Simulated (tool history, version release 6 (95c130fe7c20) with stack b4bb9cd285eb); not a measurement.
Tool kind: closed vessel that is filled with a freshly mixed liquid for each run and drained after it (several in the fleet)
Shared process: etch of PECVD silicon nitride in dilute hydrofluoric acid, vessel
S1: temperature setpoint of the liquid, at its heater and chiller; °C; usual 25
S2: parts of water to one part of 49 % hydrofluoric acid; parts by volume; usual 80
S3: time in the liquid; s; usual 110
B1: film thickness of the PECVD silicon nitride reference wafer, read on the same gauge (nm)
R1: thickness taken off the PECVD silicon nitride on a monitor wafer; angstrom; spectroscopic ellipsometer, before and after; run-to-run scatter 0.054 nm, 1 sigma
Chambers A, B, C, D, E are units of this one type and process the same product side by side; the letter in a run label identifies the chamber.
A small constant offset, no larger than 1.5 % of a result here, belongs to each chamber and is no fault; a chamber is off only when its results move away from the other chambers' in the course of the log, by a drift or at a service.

run 1E hour=4.4 | S1=25 S2=80 S3=110 | B1=130 | R1=61.76
run 2D hour=10.6 | S1=25 S2=80 S3=110 | B1=130 | R1=60.844
run 3C hour=18.5 | S1=25 S2=80 S3=110 | B1=130 | R1=63.059
run 4A hour=24.8 | S1=25 S2=80 S3=110 | B1=130 | R1=60.707
run 5B hour=30.5 | S1=25 S2=80 S3=110 | B1=129.99 | R1=60.869
run 6A hour=36.5 | S1=25 S2=80 S3=110 | B1=130.02 | R1=60.914
run 7D hour=43.8 | S1=25 S2=80 S3=110 | B1=130 | R1=60.803
run 8B hour=51.1 | S1=25 S2=80 S3=110 | B1=130 | R1=62.05
run 9C hour=58.5 | S1=25 S2=80 S3=110 | B1=130 | R1=61.999
run 10E hour=63.8 | S1=25 S2=80 S3=110 | B1=129.98 | R1=61.177
run 11E hour=69.2 | S1=25 S2=80 S3=110 | B1=130.01 | R1=61.003
run 12C hour=73.3 | S1=25 S2=80 S3=110 | B1=129.99 | R1=62.453
run 13B hour=77.1 | S1=25 S2=80 S3=110 | B1=129.99 | R1=60.665
run 14A hour=83.5 | S1=25 S2=80 S3=110 | B1=130.01 | R1=61.506
run 15D hour=87.5 | S1=25 S2=40 S3=110 | B1=130 | R1=120.38
run 16A hour=91.6 | S1=25 S2=40 S3=110 | B1=129.99 | R1=119.63
run 17B hour=97.4 | S1=25 S2=40 S3=110 | B1=130.01 | R1=123.6
run 18E hour=105.3 | S1=25 S2=40 S3=110 | B1=130 | R1=122.62
run 19C hour=110.7 | S1=25 S2=40 S3=110 | B1=130 | R1=124.05
-- hour=113.1 chamber D: thermometer replaced
run 20D hour=115.9 | S1=25 S2=80 S3=110 | B1=130.01 | R1=60.762
run 21E hour=121.7 | S1=25 S2=80 S3=110 | B1=129.98 | R1=62.73
run 22D hour=127.5 | S1=25 S2=80 S3=110 | B1=130 | R1=61.924
-- hour=129.8 chamber D: hydrofluoric acid flow meter replaced
run 23A hour=132.8 | S1=25 S2=80 S3=110 | B1=130.01 | R1=62.495
run 24B hour=136.9 | S1=25 S2=80 S3=110 | B1=130.01 | R1=61.97
run 25C hour=143 | S1=30 S2=80 S3=145 | B1=130 | R1=113.73
run 26D hour=149.5 | S1=30 S2=80 S3=145 | B1=130.01 | R1=110.6
run 27C hour=153.4 | S1=30 S2=80 S3=145 | B1=129.99 | R1=112.57
run 28A hour=157.7 | S1=30 S2=80 S3=145 | B1=130.02 | R1=112.79
run 29E hour=163.6 | S1=30 S2=80 S3=145 | B1=129.98 | R1=112.55
run 30B hour=170 | S1=25 S2=80 S3=110 | B1=130.01 | R1=61.87
run 31A hour=174.5 | S1=25 S2=80 S3=110 | B1=130 | R1=63.236
run 32D hour=179.6 | S1=25 S2=80 S3=55 | B1=129.99 | R1=30.633
-- hour=184.9 chamber E: thermometer replaced
run 33E hour=186.5 | S1=25 S2=80 S3=55 | B1=130 | R1=31.179
run 34C hour=193.8 | S1=25 S2=80 S3=55 | B1=129.99 | R1=31.14
run 35B hour=199.6 | S1=25 S2=80 S3=55 | B1=129.99 | R1=31.195
run 36A hour=203.6 | S1=25 S2=80 S3=55 | B1=130 | R1=32.382
run 37D hour=211.1 | S1=25 S2=80 S3=110 | B1=129.99 | R1=60.992
run 38B hour=218 | S1=25 S2=80 S3=110 | B1=130.02 | R1=62.114
run 39E hour=221.7 | S1=25 S2=105 S3=110 | B1=129.99 | R1=46.914
run 40C hour=229.4 | S1=25 S2=105 S3=110 | B1=130.03 | R1=48.194

What goes on in this fleet: one chamber off, a drifting gauge, or nothing beyond the chambers' own small offsets? Name the chamber and the cause, if any.

Chamber A drifts away from the others.
Cause: hydrofluoric acid flow above the setpoint (%) = 7.4.
The log may not separate it from: liquid hotter than its thermometer reads (K).

Chamber A could run next with any of the 4 candidate recipes listed below; each alters the usual settings, and their results appear as question marks. Which one brings its results back in line with what the other chambers deliver on the usual settings?
In line means no further than this from the other chambers' mean on the usual settings: R1 1.9 angstrom
run 41A-1 hour=235.1 | S1=25 S2=85 S3=105 | R1=?
run 41A-2 hour=235.1 | S1=25 S2=75 S3=110 | R1=?
run 41A-3 hour=235.1 | S1=25 S2=80 S3=105 | R1=?
run 41A-4 hour=235.1 | S1=25 S2=75 S3=115 | R1=?

Average result of the remaining chambers running the usual settings: R1 61.617 angstrom
run=41A-1 R1=58.703
run=41A-2 R1=69.609
run=41A-3 R1=62.334
run=41A-4 R1=72.773
41A-3 puts the chamber back in line with the other chambers.

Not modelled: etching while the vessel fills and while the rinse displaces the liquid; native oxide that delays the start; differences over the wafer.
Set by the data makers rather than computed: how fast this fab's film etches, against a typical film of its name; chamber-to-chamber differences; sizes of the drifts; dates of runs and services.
